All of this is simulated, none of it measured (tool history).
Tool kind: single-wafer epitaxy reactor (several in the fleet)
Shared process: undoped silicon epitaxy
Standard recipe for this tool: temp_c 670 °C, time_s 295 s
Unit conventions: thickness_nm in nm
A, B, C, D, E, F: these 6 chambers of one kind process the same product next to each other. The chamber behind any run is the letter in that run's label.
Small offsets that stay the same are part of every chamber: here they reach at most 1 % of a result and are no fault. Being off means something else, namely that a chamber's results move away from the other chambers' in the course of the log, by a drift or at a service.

run	hour	temp_c	time_s	hours since the last pyrometer calibration	read-back reference wafer on the same gauge, thickness_nm	thickness_nm
1D	11.7	670	295	955.3	74.514	76.273
2E	21.2	670	295	301.4	74.439	75.649
3F	30.5	670	295	1742	74.526	75.94
4C	40.9	670	295	664.4	74.511	76.009
5A	50.9	670	295	1099.9	74.486	75.805
6B	59.1	670	295	484.6	74.504	75.778
7F	69.6	670	295	1781.1	74.562	75.071
8D	80.1	670	295	1023.7	74.445	76.09
9B	85.7	670	295	511.2	74.505	76.337
10E	94	659	322	374.2	74.432	65.485
11A	103.8	659	322	1152.8	74.539	65.262
12C	110.6	659	322	734.1	74.497	65.661
13A	118.3	659	322	1167.3	74.422	65.206
14D	130.8	659	322	1074.4	74.506	66.273
15F	142	659	322	1853.5	74.497	65.314
16C	148.2	670	295	771.7	74.486	75.592
17B	157.4	670	295	582.9	74.525	76.296
18E	164.5	659	295	444.7	74.529	59.667
19C	176.2	659	295	799.7	74.484	59.784
20A	187.4	659	295	1236.4	74.535	59.806
21F	195	659	295	1906.5	74.445	59.877
22E	207.3	659	295	487.5	74.499	60.247
23D	219.7	659	295	1163.3	74.513	60.654
24B	231.3	670	295	656.8	74.563	75.6
25E	241.6	670	295	521.8	74.553	75.638
26C	249.9	670	295	873.4	74.437	75.56
# hour 251.3: chamber F: pyrometer calibrated
27A	262.6	670	295	1311.6	74.488	75.319
28D	272.9	678	250	1216.5	74.509	75.201
29B	285.2	678	250	710.7	74.482	75.725
30F	293.2	678	250	42	74.548	73.048
31C	298.7	678	250	922.2	74.453	75.689
32F	308	678	250	56.8	74.447	73.056
33B	320	678	250	745.5	74.484	75.364
34D	326.3	670	295	1269.9	74.547	75.57
35A	334.6	670	295	1383.6	74.549	76.055
36E	342.7	670	295	622.9	74.483	75.924
37F	352.5	670	348	101.3	74.511	85.963
38C	362.3	670	348	985.8	74.44	89.274
39B	374.6	670	348	800.1	74.494	89.219
40E	387	670	348	667.2	74.448	89.539
41D	393	670	348	1336.6	74.472	89.407
42A	400.6	670	348	1449.6	74.494	89.443
43A	409	670	295	1458	74.4	74.976
44C	414.9	670	295	1038.4	74.466	75.589

Read the log: is a single chamber off, either drifting away or since a service, is the gauge that measures every chamber drifting, or is nothing wrong beyond small per-chamber offsets? Name any odd chamber and what most likely caused it.

Chamber F came out of a service off from its peers and stayed that way.
Cause: wafer temperature below the value expected at the setpoint (K) = 1.59.

Below are 4 candidate recipes for chamber F's next run, each the usual settings with a change, their results shown as question marks. Which of them brings F's results back in line with what the other chambers give on the usual settings?
Allowed miss from the other chambers' usual-settings mean, per result, to count as in line: thickness_nm 1.1 nm
45F-1	424	670	292			?
45F-2	424	671	298			?
45F-3	424	670	298			?
45F-4	424	669	292			?

On the usual settings, the other chambers give on average: thickness_nm 75.665 nm
run	thickness_nm
45F-1	72.259
45F-2	75.309
45F-3	73.743
45F-4	70.753
With 45F-2, the chamber falls back in line with the rest.
